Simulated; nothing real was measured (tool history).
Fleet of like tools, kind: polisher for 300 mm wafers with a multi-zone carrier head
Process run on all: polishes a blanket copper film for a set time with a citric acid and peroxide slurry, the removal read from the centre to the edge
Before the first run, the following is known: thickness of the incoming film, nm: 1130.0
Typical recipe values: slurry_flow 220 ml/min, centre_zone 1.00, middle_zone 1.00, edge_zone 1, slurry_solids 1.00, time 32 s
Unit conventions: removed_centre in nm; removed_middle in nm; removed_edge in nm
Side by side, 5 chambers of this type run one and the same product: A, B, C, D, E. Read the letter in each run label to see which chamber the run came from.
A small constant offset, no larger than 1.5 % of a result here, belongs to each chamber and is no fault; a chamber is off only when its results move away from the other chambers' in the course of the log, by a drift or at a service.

run,hour,slurry_flow,centre_zone,middle_zone,edge_zone,slurry_solids,time,removed_centre,removed_middle,removed_edge
# hour 9.5: chamber E: worn pad replaced by a new one
1D,9.5,220,1.00,1.00,1,1.00,32,114.14,114.28,116.90
2C,15.9,220,1.00,1.00,1,1.00,32,116.13,115.65,115.68
3E,22.2,220,1.00,1.00,1,1.00,32,112.02,115.70,116.43
4A,32.4,220,1.00,1.00,1,1.00,32,116.16,110.91,114.42
# hour 32.6: chamber D: worn pad replaced by a new one
5B,43.2,220,1.00,1.00,1,1.00,32,115.55,115.58,115.56
# hour 43.3: chamber A: slurry nozzle cleaned
# hour 52.8: chamber B: worn pad replaced by a new one
6E,55.2,220,1.00,1.00,1,0.75,32,107.07,107.93,105.82
# hour 61.4: chamber A: worn pad replaced by a new one
7D,64.2,220,1.00,1.00,1,0.75,32,110.22,108.07,108.43
8C,72.3,220,1.00,1.00,1,0.75,32,108.62,105.76,108.91
9B,78.4,220,1.00,1.00,1,0.75,32,108.10,107.95,107.77
# hour 79.4: chamber C: slurry nozzle cleaned
# hour 84.7: chamber C: worn pad replaced by a new one
10A,86.9,220,1.00,1.00,1,0.75,32,108.58,108.63,108.34
# hour 89.7: chamber E: worn pad replaced by a new one
11B,93.2,220,1.00,1.00,1,1.00,32,115.20,117.72,115.13
12E,101.0,220,1.00,1.11,1,1.00,32,111.80,127.52,114.65
13D,108.3,220,1.00,1.11,1,1.00,32,118.83,127.98,115.82
# hour 112.7: chamber D: worn pad replaced by a new one
14C,115.0,220,1.00,1.11,1,1.00,32,112.85,126.36,116.43
15A,125.9,220,1.00,1.11,1,1.00,32,119.01,127.71,114.57
# hour 129.3: chamber B: worn pad replaced by a new one
16C,132.2,220,1.00,1.11,1,1.00,32,117.35,128.15,118.33
17B,142.0,220,1.00,1.00,1,1.00,32,114.94,115.35,115.03
18A,149.4,220,1.00,1.00,1,1.00,32,115.88,115.68,112.81
# hour 153.5: chamber A: worn pad replaced by a new one
# hour 157.0: chamber C: centre zone pressure recalibrated
19D,158.4,220,1.00,1.00,1,1.00,32,114.33,115.22,113.96
# hour 158.6: chamber E: slurry nozzle cleaned
20E,170.5,220,1.00,1.00,1,1.00,32,114.97,116.57,115.13
# hour 171.9: chamber E: worn pad replaced by a new one
21D,178.6,150,1.00,1.00,1,1.00,32,111.38,109.07,111.57
22B,186.4,150,1.00,1.00,1,1.00,32,105.32,108.79,112.12
# hour 196.9: chamber D: worn pad replaced by a new one
23E,198.7,150,1.00,1.00,1,1.00,32,104.90,109.43,110.09
# hour 200.1: chamber B: worn pad replaced by a new one
# hour 208.1: chamber C: worn pad replaced by a new one
24C,210.2,150,1.00,1.00,1,1.00,32,111.54,105.28,111.25
# hour 213.1: chamber B: edge zone pressure recalibrated
25A,218.6,150,1.00,1.00,1,1.00,32,108.52,108.32,106.04
26A,226.7,220,1.07,1.05,1,1.00,32,122.88,118.99,114.37
27D,234.6,220,1.07,1.05,1,1.00,32,122.26,120.16,116.03
28C,241.3,220,1.07,1.05,1,1.00,32,124.87,120.96,115.98
# hour 246.5: chamber C: edge zone pressure recalibrated
29E,249.9,220,1.07,1.05,1,1.00,32,122.05,121.12,116.18
# hour 253.2: chamber A: worn pad replaced by a new one
# hour 256.3: chamber E: worn pad replaced by a new one
30B,258.8,220,1.07,1.05,1,1.00,32,124.04,120.02,113.96
31B,268.4,220,1.00,1.00,1,1.00,40,144.25,144.20,144.96
32D,277.9,220,1.00,1.00,1,1.00,40,144.28,144.38,144.81
# hour 278.4: chamber B: worn pad replaced by a new one
# hour 289.2: chamber D: worn pad replaced by a new one
33E,290.7,220,1.00,1.00,1,1.00,40,143.56,144.57,144.89
34A,300.3,220,1.00,1.00,1,1.00,40,142.16,142.87,142.76
# hour 304.5: chamber B: slurry nozzle cleaned
35C,311.1,220,1.00,1.00,1,1.00,40,144.91,144.67,143.57
# hour 314.4: chamber C: worn pad replaced by a new one
36B,322.3,220,1.00,1.00,1,1.00,32,111.43,116.93,114.73
37A,334.7,220,1.00,1.00,1,1.00,32,115.78,114.42,114.14
# hour 340.7: chamber E: worn pad replaced by a new one
38D,342.5,220,1.00,1.06,1,1.00,39,139.68,147.21,141.51
39C,349.0,220,1.00,1.06,1,1.00,39,140.84,148.11,139.92
# hour 356.8: chamber B: worn pad replaced by a new one
40E,362.2,220,1.00,1.06,1,1.00,39,138.20,147.71,140.63
41B,371.6,220,1.00,1.06,1,1.00,39,139.93,144.49,141.07
42D,382.5,220,1.00,1.06,1,1.00,39,139.85,144.84,143.15

Does one chamber stand apart from the rest, does the shared gauge drift, or is all well apart from small per-chamber offsets? Give the chamber and the most likely cause, where there is one.

Nothing is wrong: each chamber keeps only its own small, steady offset and the gauge holds still.

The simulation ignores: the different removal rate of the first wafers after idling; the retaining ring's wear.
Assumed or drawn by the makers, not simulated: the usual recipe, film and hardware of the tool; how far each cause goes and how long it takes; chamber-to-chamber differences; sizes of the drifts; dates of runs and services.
